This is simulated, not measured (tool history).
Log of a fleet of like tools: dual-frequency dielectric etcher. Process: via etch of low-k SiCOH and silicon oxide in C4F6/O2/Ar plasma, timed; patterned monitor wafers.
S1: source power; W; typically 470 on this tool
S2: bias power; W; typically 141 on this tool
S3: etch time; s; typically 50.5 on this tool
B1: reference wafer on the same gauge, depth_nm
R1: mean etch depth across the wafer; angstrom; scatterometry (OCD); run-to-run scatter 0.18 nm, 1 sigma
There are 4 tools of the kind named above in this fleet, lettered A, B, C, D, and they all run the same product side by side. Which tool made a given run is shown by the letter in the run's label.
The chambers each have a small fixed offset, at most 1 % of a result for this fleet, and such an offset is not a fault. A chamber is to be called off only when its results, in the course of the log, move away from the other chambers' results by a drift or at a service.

Run 1B, day 0.262: usual settings; B1 146.99. Result: R1 1299.7 angstrom.
Run 2A, day 0.504: usual settings; B1 146.97. Result: R1 1292.8 angstrom.
At day 0.817: chamber B: wet clean of the chamber.
Run 3C, day 0.925: usual settings; B1 147.09. Result: R1 1299.6 angstrom.
At day 1.158: chamber C: wet clean of the chamber.
Run 4D, day 1.392: usual settings; B1 147.11. Result: R1 1302.6 angstrom.
Run 5D, day 1.783: usual settings; B1 147.12. Result: R1 1305.4 angstrom.
Run 6A, day 2.288: usual settings; B1 147.14. Result: R1 1292.2 angstrom.
Run 7C, day 2.529: usual settings; B1 147.18. Result: R1 1302.8 angstrom.
Run 8B, day 3.046: usual settings; B1 147.27. Result: R1 1299.1 angstrom.
Run 9A, day 3.275: usual settings; B1 147.30. Result: R1 1293.2 angstrom.
Run 10C, day 3.508: usual settings; B1 147.24. Result: R1 1302.4 angstrom.
Run 11B, day 3.838: usual settings; B1 147.27. Result: R1 1300.2 angstrom.
Run 12D, day 4.262: usual settings; B1 147.33. Result: R1 1303.2 angstrom.
Run 13D, day 4.700: usual settings; B1 147.41. Result: R1 1306.8 angstrom.
At day 5.167: chamber A: source power generator calibrated.
Run 14B, day 5.204: usual settings; B1 147.41. Result: R1 1299.9 angstrom.
Run 15C, day 5.617: usual settings; B1 147.46. Result: R1 1303.6 angstrom.
Run 16A, day 6.042: usual settings; B1 147.42. Result: R1 1295.9 angstrom.
Run 17D, day 6.446: usual settings; B1 147.50. Result: R1 1308.0 angstrom.
Run 18C, day 6.746: usual settings; B1 147.50. Result: R1 1302.8 angstrom.
Run 19A, day 7.188: usual settings; B1 147.56. Result: R1 1294.7 angstrom.
At day 7.467: chamber C: bias power generator calibrated.
Run 20B, day 7.517: usual settings; B1 147.59. Result: R1 1303.8 angstrom.
Run 21C, day 7.967: usual settings; B1 147.61. Result: R1 1304.2 angstrom.
At day 8.183: chamber D: wet clean of the chamber.
Run 22D, day 8.404: usual settings; B1 147.63. Result: R1 1305.8 angstrom.
Run 23B, day 8.679: usual settings; B1 147.68. Result: R1 1302.2 angstrom.
Run 24A, day 9.088: usual settings; B1 147.69. Result: R1 1296.2 angstrom.
Run 25B, day 9.488: usual settings but S1 430 W; B1 147.73. Result: R1 1259.6 angstrom.
Run 26C, day 9.712: usual settings but S1 430 W; B1 147.70. Result: R1 1261.5 angstrom.
Run 27D, day 10.042: usual settings but S1 430 W; B1 147.77. Result: R1 1268.6 angstrom.
Run 28A, day 10.321: usual settings but S1 430 W; B1 147.78. Result: R1 1253.6 angstrom.
Run 29B, day 10.646: usual settings; B1 147.85. Result: R1 1303.7 angstrom.

All chambers now run identical settings, listed one chamber a line with results as question marks. What results will each chamber show?
Run 30A, day 11.017: usual settings but S1 520 W. Result: R1 ?.
Run 30B, day 11.017: usual settings but S1 520 W. Result: R1 ?.
Run 30C, day 11.017: usual settings but S1 520 W. Result: R1 ?.
Run 30D, day 11.017: usual settings but S1 520 W. Result: R1 ?.

run      R1
30A  1351.3
30B  1356.7
30C  1360.2
30D  1361.0
